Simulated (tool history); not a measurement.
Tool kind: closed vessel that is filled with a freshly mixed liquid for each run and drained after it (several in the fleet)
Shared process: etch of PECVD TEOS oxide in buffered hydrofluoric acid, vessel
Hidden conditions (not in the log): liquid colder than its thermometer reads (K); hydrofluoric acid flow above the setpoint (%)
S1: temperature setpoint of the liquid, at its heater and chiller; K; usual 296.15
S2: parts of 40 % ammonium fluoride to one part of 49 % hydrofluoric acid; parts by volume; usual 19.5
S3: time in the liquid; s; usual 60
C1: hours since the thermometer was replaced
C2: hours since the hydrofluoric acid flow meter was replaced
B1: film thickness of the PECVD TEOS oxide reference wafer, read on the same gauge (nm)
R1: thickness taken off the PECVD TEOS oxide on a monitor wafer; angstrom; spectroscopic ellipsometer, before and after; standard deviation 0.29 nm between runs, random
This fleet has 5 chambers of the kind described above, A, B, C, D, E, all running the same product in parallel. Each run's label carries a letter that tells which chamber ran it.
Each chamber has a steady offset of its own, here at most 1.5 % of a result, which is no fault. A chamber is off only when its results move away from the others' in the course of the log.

run    day      S1    S2  S3      C1     C2      B1      R1
 1E  0.262  296.15  19.5  60    50.7   71.9  89.983  371.15
 2C  0.554  296.15  19.5  60   115.2  663.6  90.018  365.62
 3B  0.771  296.15  19.5  60  1038.1  451.4  90.021  363.94
 4A  1.029  296.15  19.5  60  1317.2  145.7  89.996  375.28
 5D  1.283  296.15  19.5  60   342.6  597.6  90.028  369.19
 6A  1.558  296.15  19.5  60  1329.9  158.4  89.987   371.2
 7D   1.75  296.15  19.5  60   353.8  608.8  89.998  364.02
 8E  2.012  296.15  19.5  60    92.7  113.9  89.994  371.98
 9B  2.188  296.15  22.5  60  1072.1  485.4  90.009  333.47
10C    2.4  296.15  22.5  60   159.5  707.9  90.008  326.86
11C  2.725  296.15  22.5  60   167.3  715.7  90.029  332.01
12B  2.912  296.15  22.5  60  1089.5  502.8  89.992  330.25
13A  3.267  296.15  22.5  60  1370.9  199.4  89.965  331.34
14E  3.633  296.15  19.5  60   131.6  152.8  90.009  365.45
15D  3.804  296.15  19.5  60   403.1  658.1  90.011  364.29
16A  3.988  296.15  19.5  60  1388.2  216.7  90.013  373.66
17C  4.329  296.15  19.5  60   205.8  754.2  89.994  367.43
18B  4.617  296.15  19.5  60  1130.4  543.7  89.952  372.25
     4.671  -- chamber B: thermometer replaced
19E  4.854  296.15  19.5  60   160.9  182.1   90.01  362.47
20D   5.05  296.15  19.5  60     433    688  89.993  360.63
21C  5.296  299.15  19.5  60     229  777.4  89.976  424.57
22B  5.629  299.15  19.5  60      23    568  89.987  443.61
23E  5.958  299.15  19.5  60   187.4  208.6  90.006  436.04
24A  6.288  299.15  19.5  60  1443.4  271.9  89.988  443.39
25D  6.483  299.15  19.5  60   467.4  722.4  90.044  420.03
26B  6.671  296.15  19.5  60      48    593  90.035  371.65
     6.725  -- chamber C: hydrofluoric acid flow meter replaced
27A  6.838  296.15  19.5  60  1456.6  285.1  89.969  369.08
28E      7  296.15  19.5  60   212.4  233.6  90.012  367.67
29D  7.196  296.15    27  60   484.5  739.5  90.009  272.96
30C    7.5  296.15    27  60   281.9   18.7  90.019  291.92
31E  7.796  296.15    27  60   231.5  252.7  90.036  288.79
32A  8.062  296.15    27  60    1486  314.5      90  294.44
33D  8.229  296.15    27  60   509.3  764.3  89.981  276.49
34C  8.458  299.15  24.5  60   304.9   41.7   90.04  361.44

Has any chamber moved away from the others, gradually or after a service, or does the common gauge drift, or do the chambers differ only by their own small steady offsets? State the chamber and the most likely cause if one applies.

It is chamber D that slowly wanders off from its peers.
Likeliest cause: liquid colder than its thermometer reads (K) = 1.28.
The log might look much the same if the cause were instead: hydrofluoric acid flow below the setpoint (%).

Chamber D could run next with any of the 4 candidate recipes listed below; each alters the usual settings, and their results appear as question marks. Which one brings its results back in line with what the other chambers deliver on the usual settings?
Maximum distance from the other chambers' mean on the usual settings for a result to count as in line: R1 10 angstrom
35D-1  8.725  296.15  19.5  70               ?
35D-2  8.725  295.65    20  55               ?
35D-3  8.725  295.65  20.5  60               ?
35D-4  8.725  296.15  19.5  65               ?

Other chambers, usual settings, mean: R1 368.79 angstrom
  run      R1
35D-1  398.99
35D-2  297.64
35D-3  318.38
35D-4  370.49
35D-4 puts the chamber back in line with the other chambers.
